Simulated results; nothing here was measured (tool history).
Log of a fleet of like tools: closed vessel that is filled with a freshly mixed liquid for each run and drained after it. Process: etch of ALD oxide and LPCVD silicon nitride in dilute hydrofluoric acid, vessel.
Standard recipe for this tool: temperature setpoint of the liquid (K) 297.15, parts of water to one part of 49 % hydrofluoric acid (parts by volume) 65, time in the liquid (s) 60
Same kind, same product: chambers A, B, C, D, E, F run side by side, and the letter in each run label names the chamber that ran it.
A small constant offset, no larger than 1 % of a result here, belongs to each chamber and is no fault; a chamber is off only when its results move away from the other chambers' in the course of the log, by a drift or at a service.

run	day	temperature setpoint of the liquid (K)	parts of water to one part of 49 % hydrofluoric acid (parts by volume)	time in the liquid (s)	read-back film thickness of the ALD oxide reference wafer, read on the same gauge (nm)	read-back film thickness of the LPCVD silicon nitride reference wafer, read on the same gauge (nm)	thickness taken off the ALD oxide on a monitor wafer (Å)	thickness taken off the LPCVD silicon nitride on a monitor wafer (Å)
1E	0.208	297.15	65	60	149.98	110.02	140.400	5.1500
2A	0.629	297.15	65	60	149.98	109.96	141.820	4.7407
3F	0.896	297.15	65	60	149.98	110.00	140.320	4.8063
4B	1.117	297.15	65	60	149.99	109.99	140.230	4.7528
5D	1.433	297.15	65	60	150.02	110.02	141.580	4.3363
6C	1.650	297.15	65	60	150.02	110.01	141.890	5.0295
7E	1.904	297.15	65	80	149.98	109.99	187.960	6.5394
8F	2.117	297.15	65	80	150.04	110.01	186.850	6.3043
9D	2.454	297.15	65	80	149.94	109.99	187.590	6.1702
10C	2.675	297.15	65	80	150.03	110.00	186.940	6.6518
11B	2.904	297.15	65	80	149.96	110.02	185.630	5.9626
12A	3.188	297.15	65	80	150.00	109.98	187.170	6.0042
13C	3.438	297.15	65	60	149.98	110.00	140.390	4.6264
14D	3.721	297.15	65	60	149.95	109.99	140.840	4.9410
# day 4.004: chamber B: thermometer replaced
15B	4.033	297.15	65	60	149.96	109.99	138.830	4.4794
# day 4.046: chamber A: thermometer replaced
16E	4.429	297.15	65	60	149.99	110.02	139.620	4.4740
17F	4.738	297.15	65	60	149.99	109.98	140.120	5.0426
18A	5.100	297.15	65	60	150.00	110.02	140.920	4.4471
19D	5.471	297.15	65	60	149.99	110.00	140.960	4.6660
20B	5.850	300.65	45	60	149.99	110.00	240.090	8.3349
21A	6.171	300.65	45	60	150.04	110.00	239.360	8.7821
22E	6.475	300.65	45	60	149.99	109.98	240.520	8.5442
23C	6.808	300.65	45	60	149.95	110.00	239.320	7.6550
24F	7.117	300.65	45	60	149.99	110.01	238.550	9.0782
25F	7.554	300.65	45	60	149.98	110.01	239.230	8.4336
26C	7.858	297.15	65	60	149.97	110.00	140.580	4.8202
27B	8.212	297.15	65	60	150.01	109.97	140.240	4.9402
28A	8.462	297.15	65	60	150.01	109.98	139.970	4.8525
29E	8.696	297.15	65	60	149.99	110.01	140.600	4.8210
30D	9.017	297.15	65	60	149.98	110.02	140.860	4.6737
# day 9.233: chamber E: thermometer replaced
31A	9.325	297.15	65	60	150.06	109.99	139.010	4.4382
32E	9.612	297.15	65	60	150.03	109.99	141.020	4.3969
33D	9.992	297.15	65	60	149.99	110.00	141.600	4.6682
34C	10.379	297.15	65	60	150.03	109.98	140.920	4.5377
35F	10.762	297.15	65	60	149.96	110.02	139.630	4.8933
36B	11.004	297.15	65	60	150.00	110.00	140.850	4.6985
37E	11.396	297.15	65	60	150.00	110.00	139.930	4.9766
38A	11.633	297.15	90	60	149.98	110.00	98.823	3.5062
39F	11.871	297.15	90	60	149.98	110.01	98.027	3.5968
40B	12.150	297.15	90	60	149.97	110.01	97.723	2.9901
41C	12.500	297.15	90	60	149.98	109.99	98.467	3.5318
42D	12.762	297.15	90	60	150.01	110.00	99.371	3.5548
43B	13.067	297.15	90	60	150.05	110.01	96.896	3.1630
44C	13.383	297.15	65	60	150.04	110.00	140.780	4.4173

Each of the 6 chambers runs these same settings next. Fill in every chamber's results:
45A	13.692	297.15	65	60			?	?
45B	13.692	297.15	65	60			?	?
45C	13.692	297.15	65	60			?	?
45D	13.692	297.15	65	60			?	?
45E	13.692	297.15	65	60			?	?
45F	13.692	297.15	65	60			?	?

run	thickness taken off the ALD oxide on a monitor wafer (Å)	thickness taken off the LPCVD silicon nitride on a monitor wafer (Å)
45A	141.000	4.7413
45B	140.070	4.8862
45C	140.720	4.6961
45D	142.040	4.3277
45E	141.150	4.8167
45F	139.230	4.4802
